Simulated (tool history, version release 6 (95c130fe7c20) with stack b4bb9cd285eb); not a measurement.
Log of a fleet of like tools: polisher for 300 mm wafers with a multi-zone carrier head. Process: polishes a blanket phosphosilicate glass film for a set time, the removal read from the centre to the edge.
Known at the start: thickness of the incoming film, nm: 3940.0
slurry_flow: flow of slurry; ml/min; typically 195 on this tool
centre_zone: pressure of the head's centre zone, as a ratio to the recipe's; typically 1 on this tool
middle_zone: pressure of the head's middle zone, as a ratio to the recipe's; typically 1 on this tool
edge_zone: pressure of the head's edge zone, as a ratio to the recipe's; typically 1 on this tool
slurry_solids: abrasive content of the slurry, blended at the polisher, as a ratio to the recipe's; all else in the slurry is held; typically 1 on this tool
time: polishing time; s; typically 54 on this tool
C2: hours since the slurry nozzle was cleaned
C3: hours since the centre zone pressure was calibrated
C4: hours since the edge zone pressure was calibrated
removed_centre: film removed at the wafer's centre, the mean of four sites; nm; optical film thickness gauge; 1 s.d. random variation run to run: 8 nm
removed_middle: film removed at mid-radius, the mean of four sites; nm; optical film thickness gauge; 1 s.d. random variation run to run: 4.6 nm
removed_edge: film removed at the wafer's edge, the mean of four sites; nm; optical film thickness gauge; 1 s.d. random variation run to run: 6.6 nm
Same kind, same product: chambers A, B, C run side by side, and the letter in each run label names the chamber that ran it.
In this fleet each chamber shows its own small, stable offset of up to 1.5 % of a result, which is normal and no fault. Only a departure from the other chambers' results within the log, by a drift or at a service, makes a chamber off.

At hour 0.1: chamber A: worn pad replaced by a new one.
Run 1C, hour 9: usual settings; wafers polished on this pad 237; C2 248.4; C3 311.4; C4 962.1. Result: removed_centre 542.17 nm, removed_middle 542.1 nm, removed_edge 529.16 nm.
At hour 14.9: chamber B: worn pad replaced by a new one.
Run 2A, hour 17.5: usual settings; wafers polished on this pad 192; C2 342.9; C3 163.9; C4 1050. Result: removed_centre 529.17 nm, removed_middle 540.19 nm, removed_edge 546.81 nm.
Run 3B, hour 26.9: usual settings; wafers polished on this pad 132; C2 429.4; C3 104.7; C4 584.4. Result: removed_centre 531.25 nm, removed_middle 536.24 nm, removed_edge 540.57 nm.
Run 4A, hour 35.5: usual settings; wafers polished on this pad 391; C2 360.9; C3 181.9; C4 1068. Result: removed_centre 524.3 nm, removed_middle 548.86 nm, removed_edge 527.96 nm.
Run 5B, hour 44.6: usual settings; wafers polished on this pad 327; C2 447.1; C3 122.4; C4 602.1. Result: removed_centre 541.12 nm, removed_middle 529.35 nm, removed_edge 544.31 nm.
Run 6C, hour 51.9: usual settings; wafers polished on this pad 710; C2 291.3; C3 354.3; C4 1005. Result: removed_centre 541.19 nm, removed_middle 542.69 nm, removed_edge 536.01 nm.
At hour 60.8: chamber A: worn pad replaced by a new one.
Run 7B, hour 63: usual settings; wafers polished on this pad 530; C2 465.5; C3 140.8; C4 620.5. Result: removed_centre 532.3 nm, removed_middle 535.8 nm, removed_edge 533.85 nm.
Run 8A, hour 73.6: usual settings; wafers polished on this pad 142; C2 399; C3 220; C4 1106.1. Result: removed_centre 550.38 nm, removed_middle 540.4 nm, removed_edge 543.29 nm.
Run 9C, hour 78.9: usual settings; wafers polished on this pad 1008; C2 318.3; C3 381.3; C4 1032. Result: removed_centre 544.77 nm, removed_middle 540.07 nm, removed_edge 538.12 nm.
Run 10B, hour 88: usual settings but slurry_flow 225 ml/min; wafers polished on this pad 806; C2 490.5; C3 165.8; C4 645.5. Result: removed_centre 534.07 nm, removed_middle 546.33 nm, removed_edge 538.6 nm.
At hour 89.5: chamber C: slurry nozzle cleaned.
Run 11A, hour 95.6: usual settings but slurry_flow 225 ml/min; wafers polished on this pad 384; C2 421; C3 242; C4 1128.1. Result: removed_centre 549.25 nm, removed_middle 555.27 nm, removed_edge 543.27 nm.
Run 12C, hour 104.3: usual settings but slurry_flow 225 ml/min; wafers polished on this pad 1288; C2 14.8; C3 406.7; C4 1057.4. Result: removed_centre 553.51 nm, removed_middle 542.78 nm, removed_edge 539.9 nm.
Run 13A, hour 111.3: usual settings; wafers polished on this pad 557; C2 436.7; C3 257.7; C4 1143.8. Result: removed_centre 534.42 nm, removed_middle 546.05 nm, removed_edge 534.38 nm.
At hour 113.3: chamber B: worn pad replaced by a new one.
Run 14C, hour 119.7: usual settings; wafers polished on this pad 1458; C2 30.2; C3 422.1; C4 1072.8. Result: removed_centre 519.58 nm, removed_middle 522.74 nm, removed_edge 529.5 nm.
Run 15B, hour 125.2: usual settings; wafers polished on this pad 131; C2 527.7; C3 203; C4 682.7. Result: removed_centre 537.09 nm, removed_middle 524.71 nm, removed_edge 540.37 nm.
At hour 128.5: chamber A: worn pad replaced by a new one.
Run 16B, hour 133.5: usual settings; wafers polished on this pad 223; C2 536; C3 211.3; C4 691. Result: removed_centre 530.38 nm, removed_middle 532.02 nm, removed_edge 537.65 nm.
Run 17C, hour 140.3: usual settings; wafers polished on this pad 1685; C2 50.8; C3 442.7; C4 1093.4. Result: removed_centre 515.48 nm, removed_middle 521.52 nm, removed_edge 515.44 nm.
Run 18A, hour 148.1: usual settings; wafers polished on this pad 217; C2 473.5; C3 294.5; C4 1180.6. Result: removed_centre 537.41 nm, removed_middle 544.54 nm, removed_edge 532.4 nm.
Run 19A, hour 153.7: usual settings but slurry_flow 135 ml/min, centre_zone 1.04; wafers polished on this pad 278; C2 479.1; C3 300.1; C4 1186.2. Result: removed_centre 511.74 nm, removed_middle 504.85 nm, removed_edge 518.57 nm.
Run 20C, hour 159.2: usual settings but slurry_flow 135 ml/min, centre_zone 1.04; wafers polished on this pad 1894; C2 69.7; C3 461.6; C4 1112.3. Result: removed_centre 487.58 nm, removed_middle 477.31 nm, removed_edge 483.1 nm.
Run 21B, hour 164.1: usual settings but slurry_flow 135 ml/min, centre_zone 1.04; wafers polished on this pad 560; C2 566.6; C3 241.9; C4 721.6. Result: removed_centre 506.16 nm, removed_middle 502.31 nm, removed_edge 509.91 nm.
Run 22C, hour 175: usual settings but edge_zone 1.04, time 69 s; wafers polished on this pad 2068; C2 85.5; C3 477.4; C4 1128.1. Result: removed_centre 645.54 nm, removed_middle 654.26 nm, removed_edge 663.41 nm.
At hour 177.9: chamber A: edge zone pressure recalibrated.
At hour 180.2: chamber A: worn pad replaced by a new one.
Run 23A, hour 182.7: usual settings but edge_zone 1.04, time 69 s; wafers polished on this pad 28; C2 508.1; C3 329.1; C4 4.8. Result: removed_centre 689.91 nm, removed_middle 699.14 nm, removed_edge 688.41 nm.
Run 24B, hour 192.7: usual settings but edge_zone 1.04, time 69 s; wafers polished on this pad 876; C2 595.2; C3 270.5; C4 750.2. Result: removed_centre 675.74 nm, removed_middle 688.51 nm, removed_edge 704.93 nm.
Run 25A, hour 204: usual settings; wafers polished on this pad 263; C2 529.4; C3 350.4; C4 26.1. Result: removed_centre 511.66 nm, removed_middle 541.51 nm, removed_edge 545.7 nm.
Run 26B, hour 213.4: usual settings; wafers polished on this pad 1104; C2 615.9; C3 291.2; C4 770.9. Result: removed_centre 540.58 nm, removed_middle 532.74 nm, removed_edge 541.64 nm.
Run 27C, hour 218.7: usual settings but slurry_solids 0.85, time 42 s; wafers polished on this pad 2550; C2 129.2; C3 521.1; C4 1171.8. Result: removed_centre 361.7 nm, removed_middle 360.41 nm, removed_edge 353.06 nm.
Run 28A, hour 229.5: usual settings but slurry_solids 0.85, time 42 s; wafers polished on this pad 544; C2 554.9; C3 375.9; C4 51.6. Result: removed_centre 379.81 nm, removed_middle 391.28 nm, removed_edge 380.59 nm.
At hour 230.1: chamber B: worn pad replaced by a new one.
Run 29C, hour 237.9: usual settings but slurry_solids 0.85, time 42 s; wafers polished on this pad 2762; C2 148.4; C3 540.3; C4 1191. Result: removed_centre 358.53 nm, removed_middle 354.21 nm, removed_edge 346.6 nm.
At hour 243.1: chamber A: worn pad replaced by a new one.
Run 30B, hour 248.6: usual settings but slurry_flow 165 ml/min; wafers polished on this pad 204; C2 651.1; C3 326.4; C4 806.1. Result: removed_centre 517.71 nm, removed_middle 527.97 nm, removed_edge 529.97 nm.
Run 31C, hour 256: usual settings but slurry_flow 165 ml/min; wafers polished on this pad 2961; C2 166.5; C3 558.4; C4 1209.1. Result: removed_centre 466.47 nm, removed_middle 464.04 nm, removed_edge 466.83 nm.
Run 32B, hour 265.7: usual settings but slurry_flow 165 ml/min; wafers polished on this pad 393; C2 668.2; C3 343.5; C4 823.2. Result: removed_centre 525.77 nm, removed_middle 528.96 nm, removed_edge 509.46 nm.
Run 33A, hour 275.5: usual settings; wafers polished on this pad 358; C2 600.9; C3 421.9; C4 97.6. Result: removed_centre 522.45 nm, removed_middle 548.67 nm, removed_edge 536.04 nm.
Run 34B, hour 284.4: usual settings but edge_zone 0.88, time 69 s; wafers polished on this pad 599; C2 686.9; C3 362.2; C4 841.9. Result: removed_centre 666.56 nm, removed_middle 682.37 nm, removed_edge 632.68 nm.
Run 35C, hour 290.6: usual settings but edge_zone 0.88, time 69 s; wafers polished on this pad 3343; C2 201.1; C3 593; C4 1243.7. Result: removed_centre 595.53 nm, removed_middle 591.69 nm, removed_edge 563.05 nm.
At hour 296.3: chamber A: centre zone pressure recalibrated.
Run 36A, hour 298.8: usual settings but edge_zone 0.88, time 69 s; wafers polished on this pad 615; C2 624.2; C3 2.5; C4 120.9. Result: removed_centre 668.99 nm, removed_middle 691.42 nm, removed_edge 659.2 nm.

Which is it: a chamber that has drifted or been left off by a service, a gauge drift common to all chambers, or only each chamber's usual small offset? If a chamber is off, name it and its likeliest cause.

One chamber, C, drifts off from the rest bit by bit.
Likeliest cause: removal rate lost through wear of the pad, % = 13.6.

Here are 4 candidates for chamber C's next run, each the usual settings with a change, their results left as question marks. Which one brings its results back in line with what the others give on the usual settings?
To be in line, a result may differ from the other chambers' mean on the usual settings by at most: removed_centre 28 nm; removed_middle 16 nm; removed_edge 23 nm
Run 37C-1, hour 306.8: usual settings but centre_zone 0.99, edge_zone 1.01, slurry_solids 1.05, time 61 s. Result: removed_centre ?, removed_middle ?, removed_edge ?.
Run 37C-2, hour 306.8: usual settings but centre_zone 1.01, middle_zone 0.99, edge_zone 0.99, slurry_solids 0.95, time 48 s. Result: removed_centre ?, removed_middle ?, removed_edge ?.
Run 37C-3, hour 306.8: usual settings but slurry_flow 190 ml/min, centre_zone 1.01, middle_zone 0.99, edge_zone 0.98, slurry_solids 0.95, time 42 s. Result: removed_centre ?, removed_middle ?, removed_edge ?.
Run 37C-4, hour 306.8: usual settings but slurry_flow 200 ml/min, centre_zone 0.98, middle_zone 1.01, edge_zone 1.02, slurry_solids 1.1, time 68 s. Result: removed_centre ?, removed_middle ?, removed_edge ?.

Other chambers, usual settings, mean: removed_centre 533.88 nm; removed_middle 540.69 nm; removed_edge 537.06 nm
  run  removed_centre  removed_middle  removed_edge
37C-1          535.02          536.79        535.45
37C-2          411.01          399.71        398.18
37C-3          358.04          348.37        345.54
37C-4          604.57          618.66         614.1
Change 37C-1 lands the chamber within the allowed miss of the other chambers.

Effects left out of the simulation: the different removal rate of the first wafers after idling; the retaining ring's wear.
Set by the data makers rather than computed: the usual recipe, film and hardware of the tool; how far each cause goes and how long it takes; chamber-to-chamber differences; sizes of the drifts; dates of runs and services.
